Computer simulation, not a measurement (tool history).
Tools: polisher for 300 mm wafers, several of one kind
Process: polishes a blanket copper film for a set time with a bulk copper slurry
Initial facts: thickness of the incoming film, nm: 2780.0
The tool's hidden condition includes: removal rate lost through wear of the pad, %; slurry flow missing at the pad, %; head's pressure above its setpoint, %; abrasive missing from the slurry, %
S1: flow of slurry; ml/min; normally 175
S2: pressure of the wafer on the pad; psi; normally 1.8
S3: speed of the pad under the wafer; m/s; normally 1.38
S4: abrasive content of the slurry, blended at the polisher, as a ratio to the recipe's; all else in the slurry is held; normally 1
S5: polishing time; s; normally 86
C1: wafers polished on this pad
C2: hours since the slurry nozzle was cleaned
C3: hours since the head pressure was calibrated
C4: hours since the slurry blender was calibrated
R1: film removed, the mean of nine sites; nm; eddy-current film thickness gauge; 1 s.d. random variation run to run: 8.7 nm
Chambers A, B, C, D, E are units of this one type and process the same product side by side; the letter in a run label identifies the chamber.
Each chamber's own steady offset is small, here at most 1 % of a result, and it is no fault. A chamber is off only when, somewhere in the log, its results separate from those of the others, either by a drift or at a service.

run 1B hour=6.5 | S1=175 S2=1.8 S3=1.38 S4=1 S5=86 | C1=188 C2=196.3 C3=682.1 C4=92 | R1=707.17
run 2C hour=14.8 | S1=175 S2=1.8 S3=1.38 S4=1 S5=86 | C1=376 C2=282 C3=111.8 C4=270.5 | R1=699.16
-- hour=17.7 chamber E: worn pad replaced by a new one
run 3D hour=22.3 | S1=175 S2=1.8 S3=1.38 S4=1 S5=86 | C1=385 C2=195.6 C3=412.8 C4=190.2 | R1=724.43
run 4E hour=32 | S1=175 S2=1.8 S3=1.38 S4=1 S5=86 | C1=146 C2=242 C3=1012.1 C4=170.3 | R1=709.15
-- hour=37.4 chamber A: worn pad replaced by a new one
-- hour=39.7 chamber D: slurry blender recalibrated
-- hour=40.6 chamber B: slurry blender recalibrated
-- hour=41.8 chamber D: slurry nozzle cleaned
run 5A hour=42.9 | S1=175 S2=1.6 S3=0.98 S4=1 S5=86 | C1=56 C2=206.6 C3=833.8 C4=306.7 | R1=440.41
-- hour=44.6 chamber A: slurry blender recalibrated
run 6B hour=50.7 | S1=175 S2=1.6 S3=0.98 S4=1 S5=86 | C1=638 C2=240.5 C3=726.3 C4=10.2 | R1=442.24
run 7C hour=58.4 | S1=175 S2=1.6 S3=0.98 S4=1 S5=86 | C1=819 C2=325.6 C3=155.4 C4=314.1 | R1=439.43
run 8A hour=65.8 | S1=175 S2=1.6 S3=0.98 S4=1 S5=86 | C1=289 C2=229.5 C3=856.7 C4=21.2 | R1=442.18
-- hour=66.5 chamber C: worn pad replaced by a new one
-- hour=71.8 chamber D: worn pad replaced by a new one
run 9E hour=74.5 | S1=175 S2=1.6 S3=0.98 S4=1 S5=86 | C1=578 C2=284.5 C3=1054.6 C4=212.8 | R1=446.61
-- hour=80.8 chamber B: worn pad replaced by a new one
run 10D hour=82.6 | S1=175 S2=1.8 S3=1.38 S4=1 S5=86 | C1=110 C2=40.8 C3=473.1 C4=43 | R1=715.12
-- hour=85.1 chamber E: slurry blender recalibrated
run 11C hour=93.3 | S1=175 S2=1.8 S3=1.38 S4=1 S5=86 | C1=273 C2=360.5 C3=190.3 C4=349 | R1=707.65
-- hour=97.8 chamber A: worn pad replaced by a new one
run 12E hour=100.8 | S1=175 S2=1.8 S3=1.38 S4=1 S5=86 | C1=846 C2=310.8 C3=1080.9 C4=15.8 | R1=689.16
run 13A hour=107.1 | S1=175 S2=1.8 S3=1.38 S4=1 S5=86 | C1=94 C2=270.8 C3=898 C4=62.5 | R1=689.35
-- hour=110.6 chamber A: slurry nozzle cleaned
run 14D hour=117.1 | S1=175 S2=1.8 S3=1.38 S4=1 S5=86 | C1=461 C2=75.3 C3=507.6 C4=77.5 | R1=725.9
-- hour=122.5 chamber E: slurry nozzle cleaned
run 15B hour=126 | S1=125 S2=1.8 S3=1.38 S4=1 S5=64 | C1=460 C2=315.8 C3=801.6 C4=85.5 | R1=491.07
-- hour=126.9 chamber A: head pressure recalibrated
-- hour=130.2 chamber E: worn pad replaced by a new one
run 16E hour=134.1 | S1=125 S2=1.8 S3=1.38 S4=1 S5=64 | C1=40 C2=11.6 C3=1114.2 C4=49.1 | R1=505.21
run 17D hour=140.5 | S1=125 S2=1.8 S3=1.38 S4=1 S5=64 | C1=699 C2=98.7 C3=531 C4=100.9 | R1=518.57
run 18B hour=147.5 | S1=125 S2=1.8 S3=1.38 S4=1 S5=64 | C1=679 C2=337.3 C3=823.1 C4=107 | R1=495.41
-- hour=153.6 chamber A: worn pad replaced by a new one
run 19A hour=154.2 | S1=125 S2=1.8 S3=1.38 S4=1 S5=64 | C1=6 C2=43.7 C3=27.3 C4=109.6 | R1=486.74
-- hour=154.9 chamber C: slurry blender recalibrated
-- hour=155.2 chamber D: worn pad replaced by a new one
-- hour=159.7 chamber C: worn pad replaced by a new one
run 20C hour=164.3 | S1=175 S2=1.8 S3=1.38 S4=1 S5=86 | C1=47 C2=431.5 C3=261.3 C4=9.5 | R1=712.89
run 21A hour=171.9 | S1=175 S2=1.8 S3=1.38 S4=1 S5=86 | C1=186 C2=61.4 C3=45 C4=127.3 | R1=700.34
run 22B hour=178.3 | S1=175 S2=1.8 S3=1.38 S4=1 S5=86 | C1=993 C2=368.1 C3=853.9 C4=137.8 | R1=705.2
run 23E hour=188.4 | S1=175 S2=1.8 S3=1.38 S4=1 S5=86 | C1=593 C2=65.9 C3=1168.5 C4=103.4 | R1=708.78
-- hour=189.5 chamber B: slurry blender recalibrated
run 24D hour=196.6 | S1=175 S2=1.8 S3=1.38 S4=1 S5=86 | C1=421 C2=154.8 C3=587.1 C4=157 | R1=735.45
-- hour=199.2 chamber B: worn pad replaced by a new one
run 25C hour=202 | S1=175 S2=1.8 S3=1.38 S4=1 S5=86 | C1=431 C2=469.2 C3=299 C4=47.2 | R1=704.03
-- hour=203.9 chamber E: head pressure recalibrated
-- hour=206.7 chamber A: worn pad replaced by a new one
run 26A hour=210 | S1=175 S2=1.8 S3=1.38 S4=1 S5=86 | C1=34 C2=99.5 C3=83.1 C4=165.4 | R1=708.82
-- hour=211.6 chamber B: slurry nozzle cleaned
run 27C hour=217.9 | S1=175 S2=1.8 S3=1.38 S4=1 S5=86 | C1=593 C2=485.1 C3=314.9 C4=63.1 | R1=711.65
run 28E hour=224 | S1=175 S2=1.8 S3=1.38 S4=1 S5=86 | C1=955 C2=101.5 C3=20.1 C4=139 | R1=696.14
run 29B hour=229.4 | S1=175 S2=1.8 S3=1.38 S4=1 S5=86 | C1=308 C2=17.9 C3=905 C4=40 | R1=718.6
run 30D hour=236.3 | S1=175 S2=1.8 S3=1.38 S4=1 S5=86 | C1=826 C2=194.5 C3=626.8 C4=196.7 | R1=766.47
-- hour=244.1 chamber E: worn pad replaced by a new one
run 31B hour=246.7 | S1=175 S2=1.8 S3=1.62 S4=0.85 S5=86 | C1=484 C2=35.2 C3=922.3 C4=57.3 | R1=782.39
-- hour=254.5 chamber D: slurry nozzle cleaned
-- hour=254.6 chamber D: slurry blender recalibrated
-- hour=255.2 chamber D: worn pad replaced by a new one
run 32A hour=257.5 | S1=175 S2=1.8 S3=1.62 S4=0.85 S5=86 | C1=518 C2=147 C3=130.6 C4=212.9 | R1=786.16
run 33E hour=263.4 | S1=175 S2=1.8 S3=1.62 S4=0.85 S5=86 | C1=197 C2=140.9 C3=59.5 C4=178.4 | R1=783.5
run 34D hour=273.9 | S1=175 S2=1.8 S3=1.62 S4=0.85 S5=86 | C1=191 C2=19.5 C3=664.4 C4=19.4 | R1=870.11

Next, every chamber runs the same settings. What will each give?
run 35A hour=281.6 | S1=175 S2=1.8 S3=1.38 S4=1 S5=86 | R1=?
run 35B hour=281.6 | S1=175 S2=1.8 S3=1.38 S4=1 S5=86 | R1=?
run 35C hour=281.6 | S1=175 S2=1.8 S3=1.38 S4=1 S5=86 | R1=?
run 35D hour=281.6 | S1=175 S2=1.8 S3=1.38 S4=1 S5=86 | R1=?
run 35E hour=281.6 | S1=175 S2=1.8 S3=1.38 S4=1 S5=86 | R1=?

run=35A R1=688.78
run=35B R1=709.76
run=35C R1=694.61
run=35D R1=779.25
run=35E R1=701.67
